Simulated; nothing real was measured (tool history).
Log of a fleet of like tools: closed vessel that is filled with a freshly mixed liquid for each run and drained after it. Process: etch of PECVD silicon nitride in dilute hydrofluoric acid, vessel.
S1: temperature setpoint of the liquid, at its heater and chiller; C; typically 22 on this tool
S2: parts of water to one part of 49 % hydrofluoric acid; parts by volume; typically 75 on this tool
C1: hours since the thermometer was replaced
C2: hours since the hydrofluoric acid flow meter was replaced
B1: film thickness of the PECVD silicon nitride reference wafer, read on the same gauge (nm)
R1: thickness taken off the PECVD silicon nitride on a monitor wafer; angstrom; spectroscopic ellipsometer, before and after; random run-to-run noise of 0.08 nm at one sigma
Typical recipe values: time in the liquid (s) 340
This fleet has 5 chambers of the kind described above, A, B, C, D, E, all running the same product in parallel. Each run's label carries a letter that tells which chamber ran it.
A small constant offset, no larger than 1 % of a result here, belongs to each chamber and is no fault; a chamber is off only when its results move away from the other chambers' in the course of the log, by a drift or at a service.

{"run": "1E", "hour": 6.8, "S1": 22, "S2": 75, "time in the liquid (s)": 340, "C1": 2995.4, "C2": 685.3, "B1": 30.015, "R1": 184.19}
{"run": "2C", "hour": 17.6, "S1": 22, "S2": 75, "time in the liquid (s)": 340, "C1": 2536.6, "C2": 153.6, "B1": 29.999, "R1": 183.62}
{"run": "3A", "hour": 23.6, "S1": 22, "S2": 75, "time in the liquid (s)": 340, "C1": 1181.4, "C2": 862.6, "B1": 29.995, "R1": 184.34}
{"run": "4D", "hour": 32.9, "S1": 22, "S2": 75, "time in the liquid (s)": 340, "C1": 1613, "C2": 1236.6, "B1": 30.01, "R1": 184.11}
{"run": "5B", "hour": 40.8, "S1": 22, "S2": 75, "time in the liquid (s)": 340, "C1": 1569.2, "C2": 833.8, "B1": 30.012, "R1": 185.94}
{"run": "6C", "hour": 47.9, "S1": 22, "S2": 75, "time in the liquid (s)": 340, "C1": 2566.9, "C2": 183.9, "B1": 30.006, "R1": 184.77}
{"run": "7D", "hour": 58.2, "S1": 22, "S2": 75, "time in the liquid (s)": 340, "C1": 1638.3, "C2": 1261.9, "B1": 30.003, "R1": 183.06}
{"run": "8E", "hour": 68.7, "S1": 22, "S2": 90, "time in the liquid (s)": 340, "C1": 3057.3, "C2": 747.2, "B1": 30.014, "R1": 154.06}
{"run": "9B", "hour": 78.5, "S1": 22, "S2": 90, "time in the liquid (s)": 340, "C1": 1606.9, "C2": 871.5, "B1": 29.986, "R1": 155.65}
{"run": "10A", "hour": 86.3, "S1": 22, "S2": 90, "time in the liquid (s)": 340, "C1": 1244.1, "C2": 925.3, "B1": 29.992, "R1": 154.04}
{"run": "11D", "hour": 97.0, "S1": 22, "S2": 90, "time in the liquid (s)": 340, "C1": 1677.1, "C2": 1300.7, "B1": 29.991, "R1": 154.26}
{"run": "12C", "hour": 104.3, "S1": 22, "S2": 90, "time in the liquid (s)": 340, "C1": 2623.3, "C2": 240.3, "B1": 30.005, "R1": 153.45}
{"run": "13E", "hour": 115.6, "S1": 22, "S2": 75, "time in the liquid (s)": 340, "C1": 3104.2, "C2": 794.1, "B1": 30.013, "R1": 183.59}
{"run": "14B", "hour": 127.2, "S1": 22, "S2": 75, "time in the liquid (s)": 340, "C1": 1655.6, "C2": 920.2, "B1": 30.001, "R1": 185.94}
{"run": "15A", "hour": 134.6, "S1": 23.5, "S2": 75, "time in the liquid (s)": 420, "C1": 1292.4, "C2": 973.6, "B1": 30.028, "R1": 251.04}
{"run": "16C", "hour": 142.0, "S1": 23.5, "S2": 75, "time in the liquid (s)": 420, "C1": 2661, "C2": 278, "B1": 29.999, "R1": 249.85}
{"run": "17E", "hour": 153.3, "S1": 23.5, "S2": 75, "time in the liquid (s)": 420, "C1": 3141.9, "C2": 831.8, "B1": 30.008, "R1": 249.3}
{"run": "18D", "hour": 162.6, "S1": 23.5, "S2": 75, "time in the liquid (s)": 420, "C1": 1742.7, "C2": 1366.3, "B1": 29.984, "R1": 252.68}
{"run": "19A", "hour": 172.8, "S1": 23.5, "S2": 75, "time in the liquid (s)": 420, "C1": 1330.6, "C2": 1011.8, "B1": 29.984, "R1": 250.6}
{"run": "20B", "hour": 178.5, "S1": 22, "S2": 75, "time in the liquid (s)": 340, "C1": 1706.9, "C2": 971.5, "B1": 30.006, "R1": 186}
{"run": "21D", "hour": 189.3, "S1": 22, "S2": 75, "time in the liquid (s)": 340, "C1": 1769.4, "C2": 1393, "B1": 30.014, "R1": 185.11}
{"hour": 194.6, "done": "chamber C: thermometer replaced"}
{"run": "22E", "hour": 199.0, "S1": 22, "S2": 75, "time in the liquid (s)": 340, "C1": 3187.6, "C2": 877.5, "B1": 29.987, "R1": 179.23}
{"run": "23C", "hour": 206.8, "S1": 17.5, "S2": 75, "time in the liquid (s)": 340, "C1": 12.3, "C2": 342.8, "B1": 29.972, "R1": 136.61}
{"run": "24B", "hour": 213.9, "S1": 17.5, "S2": 75, "time in the liquid (s)": 340, "C1": 1742.3, "C2": 1006.9, "B1": 29.989, "R1": 137.04}
{"run": "25A", "hour": 224.3, "S1": 17.5, "S2": 75, "time in the liquid (s)": 340, "C1": 1382.1, "C2": 1063.3, "B1": 29.979, "R1": 135.37}
{"run": "26A", "hour": 236.0, "S1": 17.5, "S2": 75, "time in the liquid (s)": 340, "C1": 1393.8, "C2": 1075, "B1": 29.989, "R1": 134.75}
{"hour": 236.3, "done": "chamber E: thermometer replaced"}
{"run": "27D", "hour": 243.3, "S1": 17.5, "S2": 75, "time in the liquid (s)": 340, "C1": 1823.4, "C2": 1447, "B1": 29.995, "R1": 135.43}
{"run": "28E", "hour": 252.7, "S1": 22, "S2": 75, "time in the liquid (s)": 340, "C1": 16.4, "C2": 931.2, "B1": 29.99, "R1": 177.28}
{"run": "29B", "hour": 258.3, "S1": 22, "S2": 75, "time in the liquid (s)": 340, "C1": 1786.7, "C2": 1051.3, "B1": 30.029, "R1": 186.89}
{"run": "30C", "hour": 269.4, "S1": 22, "S2": 75, "time in the liquid (s)": 340, "C1": 74.9, "C2": 405.4, "B1": 29.982, "R1": 184.22}

All chambers now run identical settings, listed one chamber a line with results as question marks. What results will each chamber show?
{"run": "31A", "hour": 278.1, "S1": 22, "S2": 75, "time in the liquid (s)": 340, "R1": "?"}
{"run": "31B", "hour": 278.1, "S1": 22, "S2": 75, "time in the liquid (s)": 340, "R1": "?"}
{"run": "31C", "hour": 278.1, "S1": 22, "S2": 75, "time in the liquid (s)": 340, "R1": "?"}
{"run": "31D", "hour": 278.1, "S1": 22, "S2": 75, "time in the liquid (s)": 340, "R1": "?"}
{"run": "31E", "hour": 278.1, "S1": 22, "S2": 75, "time in the liquid (s)": 340, "R1": "?"}

run=31A R1=183.79
run=31B R1=186.5
run=31C R1=183.35
run=31D R1=183.68
run=31E R1=175.46
